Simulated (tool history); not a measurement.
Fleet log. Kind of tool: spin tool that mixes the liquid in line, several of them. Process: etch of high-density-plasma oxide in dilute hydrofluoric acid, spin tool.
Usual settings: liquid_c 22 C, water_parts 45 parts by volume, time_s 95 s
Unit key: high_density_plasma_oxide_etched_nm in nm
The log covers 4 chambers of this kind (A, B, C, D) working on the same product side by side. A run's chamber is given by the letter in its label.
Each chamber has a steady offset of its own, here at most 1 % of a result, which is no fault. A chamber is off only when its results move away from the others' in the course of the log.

run	hour	liquid_c	water_parts	time_s	read-back film thickness of the high-density-plasma oxide reference wafer, read on the same gauge (nm)	high_density_plasma_oxide_etched_nm
1A	4.6	22	45	95	109.99	10.874
2C	8.1	22	45	95	109.99	10.534
3D	13	22	45	95	109.99	10.417
4B	16.8	22	45	95	110.01	10.747
5C	21.8	22	45	145	110	16.096
6D	26.7	22	45	145	109.99	15.853
7B	29.3	22	45	145	110.01	16.119
8A	32.6	22	45	145	110	16.45
9C	35.7	22	45	95	109.99	10.535
10D	39.7	22	45	95	110	10.481
11A	43.2	22	45	95	109.99	10.597
12B	47.9	22	45	95	109.99	10.687
13A	52.7	22	45	95	110	10.543
14B	56	20	30	95	110.02	15.197
15D	59.5	20	30	95	109.99	14.88
16C	63.1	20	30	95	110.02	14.841
17B	66.3	20	30	95	109.99	14.915
18C	70.7	22	45	95	109.98	10.676
19A	73.8	22	45	95	110	10.552
20D	78.5	22	45	95	110	10.5
21D	82.4	22	45	95	109.99	10.447
22B	86.9	22	45	95	110	10.47
23C	91.8	22	45	95	109.99	10.872
24A	95.5	22	45	95	109.99	10.591
25B	98.5	22	45	95	110.01	10.877
26A	101	18.5	45	95	109.99	9.2378
27D	105.4	18.5	45	95	110	8.8984
28C	110.2	18.5	45	95	110	9.1883
29A	115.2	18.5	45	95	110	9.2142
30B	119.8	22	45	75	110	8.3786
31C	122.3	22	45	75	109.99	8.4419
32D	125.9	22	45	75	110	8.2445
33D	130.8	22	45	75	110.01	8.4044
34B	134.7	22	45	95	110	10.741
35C	138	22	45	95	109.99	10.45
36A	140.2	22	45	95	110.01	10.449
37D	143.9	22	45	95	110	10.515
38C	148.8	22	45	95	110	10.715
39A	153.4	22	45	140	110	15.801
40B	157.5	22	45	140	110	15.614
41B	159.8	22	45	140	109.98	16.044
42A	162.9	22	45	140	110	15.871

All chambers now run identical settings, listed one chamber a line with results as question marks. What results will each chamber show?
43A	166.5	22	45	95		?
43B	166.5	22	45	95		?
43C	166.5	22	45	95		?
43D	166.5	22	45	95		?

run	high_density_plasma_oxide_etched_nm
43A	10.642
43B	10.858
43C	10.547
43D	10.781
